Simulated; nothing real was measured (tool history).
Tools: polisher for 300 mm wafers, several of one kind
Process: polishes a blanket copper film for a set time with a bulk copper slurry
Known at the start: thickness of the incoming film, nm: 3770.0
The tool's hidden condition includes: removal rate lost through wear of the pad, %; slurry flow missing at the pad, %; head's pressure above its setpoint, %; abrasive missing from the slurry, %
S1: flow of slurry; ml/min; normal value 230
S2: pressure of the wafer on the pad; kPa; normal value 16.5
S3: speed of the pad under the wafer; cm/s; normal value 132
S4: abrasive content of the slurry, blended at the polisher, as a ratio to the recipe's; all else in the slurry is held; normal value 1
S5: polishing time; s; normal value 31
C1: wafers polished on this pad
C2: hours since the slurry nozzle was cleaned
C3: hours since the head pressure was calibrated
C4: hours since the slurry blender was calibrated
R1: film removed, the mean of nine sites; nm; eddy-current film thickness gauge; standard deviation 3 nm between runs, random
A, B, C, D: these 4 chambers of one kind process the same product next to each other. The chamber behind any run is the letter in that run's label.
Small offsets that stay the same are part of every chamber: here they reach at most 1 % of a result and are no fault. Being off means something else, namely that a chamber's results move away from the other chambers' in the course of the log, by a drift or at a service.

run	hour	S1	S2	S3	S4	S5	C1	C2	C3	C4	R1
1B	8.5	230	16.5	132	1	31	773	21.9	488.8	50.8	357.25
# hour 15.1: chamber C: worn pad replaced by a new one
2A	19.1	230	16.5	132	1	31	527	372.2	37.3	26.7	369.06
# hour 28.5: chamber A: slurry nozzle cleaned
3C	30	230	16.5	132	1	31	255	193.2	433.7	102.9	363.7
# hour 31.9: chamber B: worn pad replaced by a new one
4D	39	230	16.5	132	1	31	922	194.7	61	108.4	363.72
# hour 42.5: chamber A: worn pad replaced by a new one
# hour 46.3: chamber D: worn pad replaced by a new one
5A	46.5	230	16.5	132	1	31	69	18	64.7	54.1	368.13
6D	57	230	16.5	132	1	31	183	212.7	79	126.4	358.44
# hour 58.3: chamber D: slurry nozzle cleaned
7C	72.6	230	16.5	132	1	31	983	235.8	476.3	145.5	365.37
8B	87.4	230	16.5	132	1	31	949	100.8	567.7	129.7	366.25
# hour 99.8: chamber C: worn pad replaced by a new one
9B	100.1	230	16.5	132	1	31	1165	113.5	580.4	142.4	358.76
# hour 105.2: chamber D: worn pad replaced by a new one
# hour 105.9: chamber A: worn pad replaced by a new one
# hour 107.2: chamber B: worn pad replaced by a new one
10D	109.2	230	16.5	132	1	31	69	50.9	131.2	178.6	363.96
11A	124	230	16.5	132	1	31	309	95.5	142.2	131.6	367.44
# hour 126.1: chamber A: slurry blender recalibrated
12C	133.3	230	16.5	132	1	31	572	296.5	537	206.2	364.02
# hour 144.7: chamber C: slurry blender recalibrated
13A	144.9	230	16.5	132	1	31	666	116.4	163.1	18.9	370.81
# hour 158.8: chamber D: worn pad replaced by a new one
14C	161.1	230	16.5	132	1	31	1047	324.3	564.8	16.4	368.2
# hour 165.6: chamber A: worn pad replaced by a new one
15D	175.4	230	16.5	132	1	31	283	117.1	197.4	244.8	361.3
# hour 176.3: chamber C: worn pad replaced by a new one
# hour 180.8: chamber B: worn pad replaced by a new one
# hour 187: chamber C: slurry nozzle cleaned
# hour 187.4: chamber C: head pressure recalibrated
16B	190	230	16.5	158	1	31	158	203.4	670.3	232.3	413.21
17A	197.3	230	16.5	158	1	31	541	168.8	215.5	71.3	433.68
18B	209.5	230	16.5	158	1	31	491	222.9	689.8	251.8	414.83
# hour 210.2: chamber D: worn pad replaced by a new one
19C	224.3	230	16.5	158	1	31	820	37.4	36.9	79.6	429.99
# hour 225.7: chamber A: worn pad replaced by a new one
20D	234.2	230	16.5	132	1	31	409	175.9	256.2	303.6	364.94
# hour 243.8: chamber C: worn pad replaced by a new one
21A	244.8	230	16.5	132	1	31	327	216.3	263	118.8	361.53
# hour 254.6: chamber B: worn pad replaced by a new one
22D	255.1	230	16.5	166	1	31	766	196.8	277.1	324.5	454.95
23C	262.4	230	16.5	166	1	31	318	75.5	75	117.7	459.78
24B	276.2	230	16.5	166	1	31	370	289.6	756.5	318.5	421.64

Predict what each chamber gives when all 4 of them run the settings below next.
25A	288.2	230	16.5	132	1	31					?
25B	288.2	230	16.5	132	1	31					?
25C	288.2	230	16.5	132	1	31					?
25D	288.2	230	16.5	132	1	31					?

run	R1
25A	366.15
25B	327.35
25C	366.01
25D	364.55
